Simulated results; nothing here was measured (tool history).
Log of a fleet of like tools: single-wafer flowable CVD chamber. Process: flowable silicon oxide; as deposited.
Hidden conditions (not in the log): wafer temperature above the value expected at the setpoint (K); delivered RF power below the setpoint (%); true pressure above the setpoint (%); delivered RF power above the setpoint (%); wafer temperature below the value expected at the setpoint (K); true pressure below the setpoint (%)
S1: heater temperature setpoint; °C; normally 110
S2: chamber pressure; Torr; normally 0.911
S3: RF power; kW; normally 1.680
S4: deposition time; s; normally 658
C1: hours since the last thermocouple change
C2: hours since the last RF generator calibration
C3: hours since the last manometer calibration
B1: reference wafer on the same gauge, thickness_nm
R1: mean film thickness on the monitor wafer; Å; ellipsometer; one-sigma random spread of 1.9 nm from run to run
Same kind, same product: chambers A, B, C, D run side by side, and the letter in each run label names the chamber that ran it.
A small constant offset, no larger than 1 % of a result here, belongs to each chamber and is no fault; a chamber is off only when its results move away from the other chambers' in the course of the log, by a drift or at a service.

run,hour,S1,S2,S3,S4,C1,C2,C3,B1,R1
1D,13.3,110,0.911,1.680,658,1901.4,509.7,787.1,294.00,3235.7
2A,28.2,110,0.911,1.680,658,1123.5,630.7,1082.2,294.25,3180.6
3B,43.5,110,0.911,1.680,658,1287.4,2445.1,1278.9,294.08,3252.5
4C,59.7,110,0.911,1.680,658,1309.7,1387.2,1085.6,294.39,3220.1
5D,67.2,110,0.911,1.680,658,1955.3,563.6,841.0,293.89,3234.1
6C,79.9,117,0.911,1.680,658,1329.9,1407.4,1105.8,294.72,2596.8
7A,87.4,117,0.911,1.680,658,1182.7,689.9,1141.4,294.16,2574.8
8B,101.6,117,0.911,1.680,658,1345.5,2503.2,1337.0,294.08,2602.6
9A,116.7,117,0.911,1.680,658,1212.0,719.2,1170.7,294.06,2572.6
10B,126.4,110,0.911,1.680,658,1370.3,2528.0,1361.8,293.89,3269.2
11D,134.1,110,0.911,1.680,658,2022.2,630.5,907.9,294.07,3276.4
12C,145.3,110,0.911,1.680,658,1395.3,1472.8,1171.2,293.91,3190.0
13D,152.7,110,0.911,1.680,658,2040.8,649.1,926.5,294.53,3280.4
14A,168.5,110,0.911,1.680,658,1263.8,771.0,1222.5,293.51,3196.8
15C,180.4,110,0.911,1.680,658,1430.4,1507.9,1206.3,294.04,3223.2
16B,193.8,110,0.911,1.680,658,1437.7,2595.4,1429.2,294.04,3302.6
17B,209.4,110,0.911,1.680,658,1453.3,2611.0,1444.8,293.87,3254.4
18C,218.6,110,0.911,1.680,658,1468.6,1546.1,1244.5,294.01,3199.4
19D,231.1,110,0.911,1.680,658,2119.2,727.5,1004.9,293.84,3248.5
20A,239.1,110,0.911,1.680,658,1334.4,841.6,1293.1,293.52,3204.8
21B,248.8,110,0.911,1.680,658,1492.7,2650.4,1484.2,293.42,3274.0
# hour 249.8: chamber B: RF generator calibrated
# hour 250.0: chamber D: thermocouple changed; heater temperature recalibrated
22C,258.7,110,0.911,1.680,658,1508.7,1586.2,1284.6,294.24,3194.5
23A,266.3,110,0.911,1.680,658,1361.6,868.8,1320.3,294.10,3202.7
24D,277.2,110,0.911,1.680,658,27.3,773.6,1051.0,294.33,3424.8
# hour 280.8: chamber B: thermocouple changed; heater temperature recalibrated
25D,285.2,110,0.911,1.680,658,35.3,781.6,1059.0,293.98,3453.2
26A,293.3,105,1.108,1.680,658,1388.6,895.8,1347.3,294.03,4707.4
# hour 307.8: chamber C: RF generator calibrated
27C,307.8,105,1.108,1.680,658,1557.8,0.1,1333.7,294.49,4818.7
# hour 314.2: chamber A: RF generator calibrated
28B,318.2,105,1.108,1.680,658,37.4,68.5,1553.6,293.83,4830.1
29C,330.8,105,1.108,1.680,658,1580.8,23.1,1356.7,293.63,4786.8
30A,345.5,110,0.911,1.680,658,1440.8,31.3,1399.5,293.91,3201.2
31B,359.9,110,0.911,1.680,658,79.1,110.2,1595.3,293.87,3232.3
32D,372.4,110,0.911,1.680,658,122.5,868.8,1146.2,294.35,3401.3
33B,385.0,110,0.911,1.680,658,104.2,135.3,1620.4,293.91,3239.4
34D,399.6,110,0.911,1.680,658,149.7,896.0,1173.4,294.11,3428.3
35A,414.7,110,0.911,1.680,658,1510.0,100.5,1468.7,293.77,3230.9
36C,430.9,110,0.911,1.680,658,1680.9,123.2,1456.8,293.80,3226.9

Is one chamber off against the others, does the gauge drift, or is nothing wrong? If a chamber is off, say which, and what the likeliest cause is.

The work done on chamber D during a service left it standing apart from the others.
Most likely cause: wafer temperature below the value expected at the setpoint (K) = 1.64.

Below are 4 candidate recipes for chamber D's next run, each the usual settings with a change, their results shown as question marks. Which of them brings D's results back in line with what the other chambers give on the usual settings?
To be in line, a result may differ from the other chambers' mean on the usual settings by at most: R1 66.0 Å
37D-1,442.9,112,0.890,1.680,650,,,,,?
37D-2,442.9,110,0.911,2.100,658,,,,,?
37D-3,442.9,111,0.900,1.680,654,,,,,?
37D-4,442.9,107,0.911,1.685,668,,,,,?

On the usual settings, the other chambers give on average: R1 3231.6 Å
run,R1
37D-1,3063.9
37D-2,3597.3
37D-3,3230.4
37D-4,3832.7
37D-3 brings the chamber back in line.
